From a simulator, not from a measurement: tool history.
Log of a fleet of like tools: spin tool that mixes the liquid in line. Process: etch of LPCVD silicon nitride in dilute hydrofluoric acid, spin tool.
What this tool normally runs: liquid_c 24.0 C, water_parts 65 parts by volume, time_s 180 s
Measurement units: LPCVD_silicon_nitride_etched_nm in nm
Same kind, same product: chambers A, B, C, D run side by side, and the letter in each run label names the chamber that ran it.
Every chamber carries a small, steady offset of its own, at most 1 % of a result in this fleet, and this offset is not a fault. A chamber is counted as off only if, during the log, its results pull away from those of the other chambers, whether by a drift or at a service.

| run | day | liquid_c | water_parts | time_s | hours since the thermometer was replaced | hours since the hydrofluoric acid flow meter was replaced | read-back film thickness of the LPCVD silicon nitride reference wafer, read on the same gauge (nm) | LPCVD_silicon_nitride_etched_nm |
|---|---|---|---|---|---|---|---|---|
| 1A | 0.412 | 24.0 | 65 | 180 | 1130.4 | 169.6 | 69.998 | 1.43420 |
| 2C | 0.733 | 24.0 | 65 | 180 | 695.6 | 807.1 | 69.985 | 1.39830 |
| 3D | 0.971 | 24.0 | 65 | 180 | 200.8 | 1880.6 | 69.999 | 1.43110 |
| 4B | 1.196 | 24.0 | 65 | 180 | 344.2 | 414.6 | 70.011 | 1.46380 |
| 5D | 1.500 | 24.0 | 65 | 180 | 213.5 | 1893.3 | 69.999 | 1.43520 |
| 6C | 1.750 | 24.0 | 65 | 145 | 720.0 | 831.5 | 70.010 | 1.14320 |
| 7A | 2.162 | 24.0 | 65 | 145 | 1172.4 | 211.6 | 70.006 | 1.15850 |
| 8B | 2.588 | 24.0 | 65 | 145 | 377.6 | 448.0 | 70.011 | 1.19830 |
| 9B | 2.867 | 24.0 | 65 | 145 | 384.3 | 454.7 | 70.002 | 1.21920 |
| 10C | 3.217 | 24.0 | 65 | 180 | 755.2 | 866.7 | 70.005 | 1.39270 |
|  | 3.450 | chamber C: hydrofluoric acid flow meter replaced |
| 11D | 3.592 | 24.0 | 65 | 180 | 263.7 | 1943.5 | 70.010 | 1.45710 |
| 12A | 3.929 | 24.0 | 65 | 180 | 1214.8 | 254.0 | 69.995 | 1.50650 |
| 13D | 4.279 | 24.0 | 65 | 180 | 280.2 | 1960.0 | 69.990 | 1.46320 |
|  | 4.450 | chamber B: hydrofluoric acid flow meter replaced |
|  | 4.621 | chamber D: hydrofluoric acid flow meter replaced |
| 14A | 4.646 | 24.0 | 65 | 180 | 1232.0 | 271.2 | 69.994 | 1.46540 |
| 15B | 4.904 | 27.0 | 50 | 180 | 433.2 | 11.0 | 70.002 | 2.33570 |
| 16C | 5.283 | 27.0 | 50 | 180 | 804.8 | 44.0 | 70.001 | 2.16520 |
| 17B | 5.688 | 27.0 | 50 | 180 | 452.0 | 29.8 | 70.010 | 2.27820 |
| 18D | 6.050 | 27.0 | 50 | 180 | 322.7 | 34.3 | 69.991 | 2.34720 |
| 19C | 6.383 | 26.0 | 65 | 75 | 831.2 | 70.4 | 70.001 | 0.62733 |
| 20A | 6.771 | 26.0 | 65 | 75 | 1283.0 | 322.2 | 69.991 | 0.70431 |
| 21B | 7.196 | 26.0 | 65 | 75 | 488.2 | 66.0 | 69.983 | 0.66517 |
| 22D | 7.621 | 26.0 | 65 | 75 | 360.4 | 72.0 | 69.992 | 0.69676 |
| 23C | 8.000 | 20.5 | 95 | 180 | 870.0 | 109.2 | 69.996 | 0.70844 |
| 24A | 8.317 | 20.5 | 95 | 180 | 1320.1 | 359.3 | 69.999 | 0.79160 |
| 25D | 8.521 | 20.5 | 95 | 180 | 382.0 | 93.6 | 70.007 | 0.77864 |
| 26C | 8.875 | 20.5 | 95 | 180 | 891.0 | 130.2 | 69.995 | 0.68152 |
| 27B | 9.142 | 24.0 | 65 | 180 | 534.9 | 112.7 | 69.997 | 1.49920 |

Is one chamber out of step, is the gauge drifting, or do the chambers differ by no more than their own small offsets? For an off chamber, give its letter and the likeliest cause.

One chamber, C, drifts off from the rest bit by bit.
Likeliest cause: liquid colder than its thermometer reads (K) = 1.72.

Below are 4 candidate recipes for chamber C's next run, each the usual settings with a change, their results shown as question marks. Which of them brings C's results back in line with what the other chambers give on the usual settings?
In-line tolerance around the mean of the other chambers on the usual settings: LPCVD_silicon_nitride_etched_nm 0.10000 nm
| 28C-1 | 9.454 | 24.0 | 65 | 235 |  |  |  | ? |
| 28C-2 | 9.454 | 24.5 | 60 | 180 |  |  |  | ? |
| 28C-3 | 9.454 | 23.5 | 65 | 160 |  |  |  | ? |
| 28C-4 | 9.454 | 20.0 | 65 | 180 |  |  |  | ? |

The mean the other chambers reach with the usual settings: LPCVD_silicon_nitride_etched_nm 1.45470 nm
| run | LPCVD_silicon_nitride_etched_nm |
|---|---|
| 28C-1 | 1.68950 |
| 28C-2 | 1.44720 |
| 28C-3 | 1.11190 |
| 28C-4 | 0.98515 |
With 28C-2, the chamber falls back in line with the rest.
